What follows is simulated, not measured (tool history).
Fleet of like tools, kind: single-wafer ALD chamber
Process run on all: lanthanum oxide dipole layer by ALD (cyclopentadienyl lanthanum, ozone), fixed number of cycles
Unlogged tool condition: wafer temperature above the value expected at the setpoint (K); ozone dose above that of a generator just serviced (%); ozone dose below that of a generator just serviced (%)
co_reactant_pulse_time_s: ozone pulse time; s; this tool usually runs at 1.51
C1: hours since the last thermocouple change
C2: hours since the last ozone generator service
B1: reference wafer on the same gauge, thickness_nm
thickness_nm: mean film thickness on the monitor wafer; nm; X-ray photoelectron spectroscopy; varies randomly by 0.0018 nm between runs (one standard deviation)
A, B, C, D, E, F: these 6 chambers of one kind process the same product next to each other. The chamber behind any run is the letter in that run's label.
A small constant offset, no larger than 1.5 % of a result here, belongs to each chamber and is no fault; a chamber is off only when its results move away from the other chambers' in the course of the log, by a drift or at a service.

{"run": "1A", "hour": 8.3, "co_reactant_pulse_time_s": 1.51, "C1": 841.9, "C2": 1608.8, "B1": 0.55801, "thickness_nm": 0.55127}
{"run": "2C", "hour": 13.9, "co_reactant_pulse_time_s": 1.51, "C1": 694.3, "C2": 204.3, "B1": 0.55765, "thickness_nm": 0.55976}
{"run": "3E", "hour": 20.6, "co_reactant_pulse_time_s": 1.51, "C1": 862.2, "C2": 174.6, "B1": 0.55798, "thickness_nm": 0.55239}
{"run": "4D", "hour": 25.5, "co_reactant_pulse_time_s": 1.51, "C1": 2011.1, "C2": 1457.2, "B1": 0.5581, "thickness_nm": 0.55075}
{"hour": 26.3, "done": "chamber E: thermocouple changed; heater temperature recalibrated"}
{"run": "5B", "hour": 31.9, "co_reactant_pulse_time_s": 1.51, "C1": 1647.9, "C2": 596.9, "B1": 0.55821, "thickness_nm": 0.54861}
{"run": "6F", "hour": 35.8, "co_reactant_pulse_time_s": 1.51, "C1": 1268.3, "C2": 867.4, "B1": 0.55846, "thickness_nm": 0.5461}
{"run": "7B", "hour": 41.6, "co_reactant_pulse_time_s": 1.9, "C1": 1657.6, "C2": 606.6, "B1": 0.55792, "thickness_nm": 0.56355}
{"run": "8F", "hour": 48.3, "co_reactant_pulse_time_s": 1.9, "C1": 1280.8, "C2": 879.9, "B1": 0.55832, "thickness_nm": 0.56462}
{"run": "9D", "hour": 53.9, "co_reactant_pulse_time_s": 1.9, "C1": 2039.5, "C2": 1485.6, "B1": 0.55797, "thickness_nm": 0.5633}
{"run": "10E", "hour": 59.1, "co_reactant_pulse_time_s": 1.9, "C1": 32.9, "C2": 213.1, "B1": 0.55818, "thickness_nm": 0.56316}
{"run": "11A", "hour": 63.7, "co_reactant_pulse_time_s": 1.9, "C1": 897.3, "C2": 1664.2, "B1": 0.55833, "thickness_nm": 0.56088}
{"run": "12C", "hour": 68.9, "co_reactant_pulse_time_s": 1.9, "C1": 749.3, "C2": 259.3, "B1": 0.55817, "thickness_nm": 0.57001}
{"run": "13D", "hour": 76.4, "co_reactant_pulse_time_s": 1.51, "C1": 2062.0, "C2": 1508.1, "B1": 0.55846, "thickness_nm": 0.5472}
{"run": "14F", "hour": 83.0, "co_reactant_pulse_time_s": 1.03, "C1": 1315.5, "C2": 914.6, "B1": 0.5578, "thickness_nm": 0.5002}
{"run": "15B", "hour": 88.1, "co_reactant_pulse_time_s": 1.03, "C1": 1704.1, "C2": 653.1, "B1": 0.55792, "thickness_nm": 0.494}
{"run": "16E", "hour": 95.8, "co_reactant_pulse_time_s": 1.03, "C1": 69.6, "C2": 249.8, "B1": 0.55824, "thickness_nm": 0.50839}
{"hour": 102.3, "done": "chamber A: ozone generator serviced"}
{"run": "17C", "hour": 103.1, "co_reactant_pulse_time_s": 1.03, "C1": 783.5, "C2": 293.5, "B1": 0.55785, "thickness_nm": 0.51061}
{"run": "18A", "hour": 110.8, "co_reactant_pulse_time_s": 1.03, "C1": 944.4, "C2": 8.6, "B1": 0.55773, "thickness_nm": 0.50139}
{"run": "19C", "hour": 115.9, "co_reactant_pulse_time_s": 1.03, "C1": 796.3, "C2": 306.3, "B1": 0.5584, "thickness_nm": 0.50743}
{"run": "20F", "hour": 120.7, "co_reactant_pulse_time_s": 1.51, "C1": 1353.2, "C2": 952.3, "B1": 0.558, "thickness_nm": 0.54561}
{"run": "21B", "hour": 128.4, "co_reactant_pulse_time_s": 1.51, "C1": 1744.4, "C2": 693.4, "B1": 0.55834, "thickness_nm": 0.54144}
{"run": "22A", "hour": 134.0, "co_reactant_pulse_time_s": 1.51, "C1": 967.6, "C2": 31.8, "B1": 0.5581, "thickness_nm": 0.55017}
{"run": "23E", "hour": 139.5, "co_reactant_pulse_time_s": 1.17, "C1": 113.3, "C2": 293.5, "B1": 0.55745, "thickness_nm": 0.52668}
{"run": "24D", "hour": 146.6, "co_reactant_pulse_time_s": 1.17, "C1": 2132.2, "C2": 1578.3, "B1": 0.55802, "thickness_nm": 0.52101}
{"run": "25D", "hour": 154.4, "co_reactant_pulse_time_s": 1.17, "C1": 2140.0, "C2": 1586.1, "B1": 0.55869, "thickness_nm": 0.51994}
{"run": "26B", "hour": 159.4, "co_reactant_pulse_time_s": 1.17, "C1": 1775.4, "C2": 724.4, "B1": 0.55788, "thickness_nm": 0.49871}
{"run": "27F", "hour": 167.2, "co_reactant_pulse_time_s": 1.17, "C1": 1399.7, "C2": 998.8, "B1": 0.55784, "thickness_nm": 0.51893}
{"hour": 170.5, "done": "chamber B: thermocouple changed; heater temperature recalibrated"}
{"run": "28C", "hour": 175.1, "co_reactant_pulse_time_s": 1.17, "C1": 855.5, "C2": 365.5, "B1": 0.55757, "thickness_nm": 0.52902}
{"run": "29E", "hour": 178.9, "co_reactant_pulse_time_s": 1.51, "C1": 152.7, "C2": 332.9, "B1": 0.55792, "thickness_nm": 0.55177}
{"run": "30A", "hour": 184.8, "co_reactant_pulse_time_s": 1.51, "C1": 1018.4, "C2": 82.6, "B1": 0.55746, "thickness_nm": 0.55031}
{"run": "31F", "hour": 191.6, "co_reactant_pulse_time_s": 1.51, "C1": 1424.1, "C2": 1023.2, "B1": 0.55794, "thickness_nm": 0.54473}
{"run": "32D", "hour": 197.5, "co_reactant_pulse_time_s": 0.95, "C1": 2183.1, "C2": 1629.2, "B1": 0.5579, "thickness_nm": 0.48975}
{"run": "33B", "hour": 204.2, "co_reactant_pulse_time_s": 0.95, "C1": 33.8, "C2": 769.2, "B1": 0.55787, "thickness_nm": 0.4546}
{"run": "34C", "hour": 209.0, "co_reactant_pulse_time_s": 0.95, "C1": 889.4, "C2": 399.4, "B1": 0.55826, "thickness_nm": 0.4985}
{"run": "35E", "hour": 214.4, "co_reactant_pulse_time_s": 0.95, "C1": 188.2, "C2": 368.4, "B1": 0.55818, "thickness_nm": 0.49443}
{"run": "36A", "hour": 221.9, "co_reactant_pulse_time_s": 0.95, "C1": 1055.5, "C2": 119.7, "B1": 0.55749, "thickness_nm": 0.49176}
{"run": "37E", "hour": 227.5, "co_reactant_pulse_time_s": 0.95, "C1": 201.3, "C2": 381.5, "B1": 0.55795, "thickness_nm": 0.49604}
{"run": "38B", "hour": 233.8, "co_reactant_pulse_time_s": 1.89, "C1": 63.4, "C2": 798.8, "B1": 0.55805, "thickness_nm": 0.54915}
{"run": "39D", "hour": 240.2, "co_reactant_pulse_time_s": 1.89, "C1": 2225.8, "C2": 1671.9, "B1": 0.55749, "thickness_nm": 0.56333}
{"run": "40A", "hour": 247.0, "co_reactant_pulse_time_s": 1.89, "C1": 1080.6, "C2": 144.8, "B1": 0.55823, "thickness_nm": 0.56019}
{"run": "41C", "hour": 252.9, "co_reactant_pulse_time_s": 1.89, "C1": 933.3, "C2": 443.3, "B1": 0.55828, "thickness_nm": 0.56737}

For the next run the whole fleet of 6 chambers uses the same settings. Give each chamber's results:
{"run": "42A", "hour": 258.9, "co_reactant_pulse_time_s": 1.75, "thickness_nm": "?"}
{"run": "42B", "hour": 258.9, "co_reactant_pulse_time_s": 1.75, "thickness_nm": "?"}
{"run": "42C", "hour": 258.9, "co_reactant_pulse_time_s": 1.75, "thickness_nm": "?"}
{"run": "42D", "hour": 258.9, "co_reactant_pulse_time_s": 1.75, "thickness_nm": "?"}
{"run": "42E", "hour": 258.9, "co_reactant_pulse_time_s": 1.75, "thickness_nm": "?"}
{"run": "42F", "hour": 258.9, "co_reactant_pulse_time_s": 1.75, "thickness_nm": "?"}

run=42A thickness_nm=0.56407
run=42B thickness_nm=0.53527
run=42C thickness_nm=0.56482
run=42D thickness_nm=0.55954
run=42E thickness_nm=0.56070
run=42F thickness_nm=0.55675
